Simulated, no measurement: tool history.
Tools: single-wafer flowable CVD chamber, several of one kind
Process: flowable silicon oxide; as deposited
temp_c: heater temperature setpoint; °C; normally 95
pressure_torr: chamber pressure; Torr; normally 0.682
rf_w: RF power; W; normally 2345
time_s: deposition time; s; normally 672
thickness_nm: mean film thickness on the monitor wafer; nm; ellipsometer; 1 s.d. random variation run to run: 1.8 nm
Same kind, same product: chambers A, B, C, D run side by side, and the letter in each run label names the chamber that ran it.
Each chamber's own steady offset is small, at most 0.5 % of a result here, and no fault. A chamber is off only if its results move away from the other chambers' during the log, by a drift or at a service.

run    day  temp_c  pressure_torr  rf_w  time_s  hours since the last thermocouple change  hours since the last RF generator calibration  hours since the last manometer calibration  read-back reference wafer on the same gauge, thickness_nm  thickness_nm
 1A   0.15      95          0.682  2345     672                                    1577.8                                         1720.5                                      1614.4                                                     348.05        397.62
 2D  0.325      95          0.682  2345     672                                    1704.8                                          228.9                                       548.9                                                     348.42        398.68
 3B  0.417      95          0.682  2345     672                                       934                                          487.1                                      1415.3                                                      348.5        401.24
     0.454  -- chamber A: capacitance manometer re-zeroed and calibrated
 4C  0.604      95          0.682  2345     672                                    2163.8                                          632.8                                       848.8                                                     347.54        399.89
 5C  0.704      81          0.682  2345     771                                    2166.2                                          635.2                                       851.2                                                     347.98        717.59
 6D  0.896      81          0.682  2345     771                                    1718.5                                          242.6                                       562.6                                                     348.25         705.4
 7B  1.012      81          0.682  2345     771                                     948.3                                          501.4                                      1429.6                                                     348.23        710.95
 8A  1.225      81          0.682  2345     771                                    1603.6                                         1746.3                                        18.5                                                     348.06        705.17
 9A  1.321      95          0.682  2345     672                                    1605.9                                         1748.6                                        20.8                                                     347.94        397.46
10C  1.421      95          0.682  2345     762                                    2183.4                                          652.4                                       868.4                                                     347.93        457.17
11D  1.571      95          0.682  2345     762                                    1734.7                                          258.8                                       578.8                                                     347.74         452.9
12B  1.683      95          0.682  2345     762                                     964.4                                          517.5                                      1445.7                                                     347.99        450.97
13B  1.779      95          0.682  2345     762                                     966.7                                          519.8                                        1448                                                     348.09        451.62
14D  1.975      95          0.682  2345     672                                    1744.4                                          268.5                                       588.5                                                     347.71        401.62
15A  2.104      95          0.682  2345     672                                    1624.7                                         1767.4                                        39.6                                                     348.01        394.88
16C  2.275      95          0.682  2345     672                                    2203.9                                          672.9                                       888.9                                                     348.07        403.26
17D  2.412      95          0.682  2345     672                                    1754.9                                            279                                         599                                                     347.77        396.01
18B  2.546      95          0.682  2345     672                                     985.1                                          538.2                                      1466.4                                                     348.24        403.05
     2.579  -- chamber B: thermocouple changed; heater temperature recalibrated
19C  2.675      95          0.682  2345     672                                    2213.5                                          682.5                                       898.5                                                     348.18        405.24
20A  2.842      95          0.682  2345     672                                    1642.4                                         1785.1                                        57.3                                                     347.71        399.13
21D  2.971      95          0.682  2715     672                                    1768.3                                          292.4                                       612.4                                                     347.96        408.19
22A  3.183      95          0.682  2715     672                                    1650.6                                         1793.3                                        65.5                                                     348.04        407.35
23C  3.338      95          0.682  2715     672                                    2229.4                                          698.4                                       914.4                                                     348.14        408.68
24B  3.504      95          0.682  2715     672                                      22.2                                          561.2                                      1489.4                                                     347.83        406.33
25C  3.662      95          0.682  2345     672                                    2237.2                                          706.2                                       922.2                                                     347.88        401.84
26A  3.858      95          0.682  2345     672                                    1666.8                                         1809.5                                        81.7                                                     347.87        399.22
27B  3.954      95          0.682  2345     672                                        33                                            572                                      1500.2                                                     347.69        397.28
28D  4.112      95          0.682  2345     672                                    1795.7                                          319.8                                       639.8                                                     348.01        399.22

Does one chamber stand apart from the rest, does the shared gauge drift, or is all well apart from small per-chamber offsets? Give the chamber and the most likely cause, where there is one.

Neither any chamber nor the gauge drifts; the chambers differ only by their own small, steady offsets.
